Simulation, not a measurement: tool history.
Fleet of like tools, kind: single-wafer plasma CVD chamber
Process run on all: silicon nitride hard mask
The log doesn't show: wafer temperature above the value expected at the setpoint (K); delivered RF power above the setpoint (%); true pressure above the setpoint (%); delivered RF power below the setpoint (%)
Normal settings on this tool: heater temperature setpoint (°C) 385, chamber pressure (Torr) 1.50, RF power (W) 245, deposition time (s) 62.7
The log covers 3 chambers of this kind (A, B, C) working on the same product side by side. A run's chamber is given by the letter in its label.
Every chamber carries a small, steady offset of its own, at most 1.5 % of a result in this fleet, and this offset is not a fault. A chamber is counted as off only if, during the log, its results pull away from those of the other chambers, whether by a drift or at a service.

| run | day | heater temperature setpoint (°C) | chamber pressure (Torr) | RF power (W) | deposition time (s) | hours since the last thermocouple change | hours since the last RF generator calibration | hours since the last manometer calibration | read-back reference wafer on the same gauge, thickness_nm | mean film thickness on the monitor wafer (nm) |
|---|---|---|---|---|---|---|---|---|---|---|
| 1B | 0.271 | 385 | 1.50 | 245 | 62.7 | 479.1 | 1561.0 | 127.1 | 67.985 | 62.396 |
| 2C | 0.488 | 385 | 1.50 | 245 | 62.7 | 960.1 | 808.6 | 1724.4 | 67.982 | 62.618 |
| 3A | 0.783 | 385 | 1.50 | 245 | 62.7 | 1356.6 | 52.6 | 1425.1 | 68.002 | 61.984 |
| 4B | 1.150 | 385 | 1.50 | 245 | 62.7 | 500.2 | 1582.1 | 148.2 | 68.030 | 62.337 |
| 5A | 1.554 | 385 | 1.50 | 245 | 62.7 | 1375.1 | 71.1 | 1443.6 | 68.035 | 61.549 |
| 6C | 1.862 | 385 | 1.50 | 245 | 62.7 | 993.1 | 841.6 | 1757.4 | 68.042 | 62.515 |
| 7B | 2.258 | 385 | 1.50 | 245 | 62.7 | 526.8 | 1608.7 | 174.8 | 67.975 | 61.883 |
| 8C | 2.654 | 385 | 1.50 | 245 | 62.7 | 1012.1 | 860.6 | 1776.4 | 68.041 | 62.777 |
| 9A | 2.833 | 385 | 1.50 | 245 | 62.7 | 1405.8 | 101.8 | 1474.3 | 68.012 | 61.885 |
| 10C | 3.171 | 385 | 1.50 | 245 | 62.7 | 1024.5 | 873.0 | 1788.8 | 67.986 | 62.638 |
| 11B | 3.350 | 385 | 1.50 | 245 | 62.7 | 553.0 | 1634.9 | 201.0 | 67.989 | 62.166 |
|  | 3.483 | chamber A: thermocouple changed; heater temperature recalibrated |
| 12A | 3.750 | 385 | 1.50 | 245 | 62.7 | 6.5 | 123.8 | 1496.3 | 67.967 | 61.805 |
| 13B | 4.146 | 385 | 1.50 | 245 | 62.7 | 572.1 | 1654.0 | 220.1 | 67.974 | 61.825 |
| 14A | 4.333 | 385 | 1.50 | 290 | 67.4 | 20.5 | 137.8 | 1510.3 | 67.976 | 74.855 |
| 15C | 4.508 | 385 | 1.50 | 290 | 67.4 | 1056.6 | 905.1 | 1820.9 | 68.051 | 75.558 |
| 16B | 4.858 | 385 | 1.50 | 290 | 67.4 | 589.2 | 1671.1 | 237.2 | 68.038 | 74.575 |
| 17C | 5.142 | 385 | 1.50 | 245 | 62.7 | 1071.8 | 920.3 | 1836.1 | 67.994 | 62.729 |
|  | 5.362 | chamber C: RF generator calibrated |
| 18A | 5.450 | 385 | 1.62 | 245 | 72.1 | 47.3 | 164.6 | 1537.1 | 68.031 | 72.817 |
| 19B | 5.654 | 385 | 1.62 | 245 | 72.1 | 608.3 | 1690.2 | 256.3 | 68.026 | 72.261 |
| 20C | 6.000 | 385 | 1.62 | 245 | 72.1 | 1092.4 | 15.3 | 1856.7 | 67.974 | 73.552 |
| 21A | 6.321 | 385 | 1.50 | 245 | 62.7 | 68.2 | 185.5 | 1558.0 | 68.022 | 61.570 |

Read the log: is a single chamber off, either drifting away or since a service, is the gauge that measures every chamber drifting, or is nothing wrong beyond small per-chamber offsets? Name any odd chamber and what most likely caused it.

One chamber, B, drifts off from the rest bit by bit.
Likeliest cause: delivered RF power below the setpoint (%) = 2.01.
The log may not separate it from: true pressure below the setpoint (%).

Below are 4 candidate recipes for chamber B's next run, each the usual settings with a change, their results shown as question marks. Which of them brings B's results back in line with what the other chambers give on the usual settings?
In line here means within this much of the mean the other chambers give on the usual settings: mean film thickness on the monitor wafer (nm) 0.530
| 22B-1 | 6.612 | 385 | 1.50 | 245 | 63.5 |  |  |  |  | ? |
| 22B-2 | 6.612 | 385 | 1.43 | 245 | 62.7 |  |  |  |  | ? |
| 22B-3 | 6.612 | 385 | 1.49 | 240 | 61.7 |  |  |  |  | ? |
| 22B-4 | 6.612 | 385 | 1.52 | 245 | 64.4 |  |  |  |  | ? |

On the usual settings, the other chambers give on average: mean film thickness on the monitor wafer (nm) 62.235
| run | mean film thickness on the monitor wafer (nm) |
|---|---|
| 22B-1 | 62.108 |
| 22B-2 | 60.454 |
| 22B-3 | 59.364 |
| 22B-4 | 63.230 |
22B-1 brings the chamber back in line.
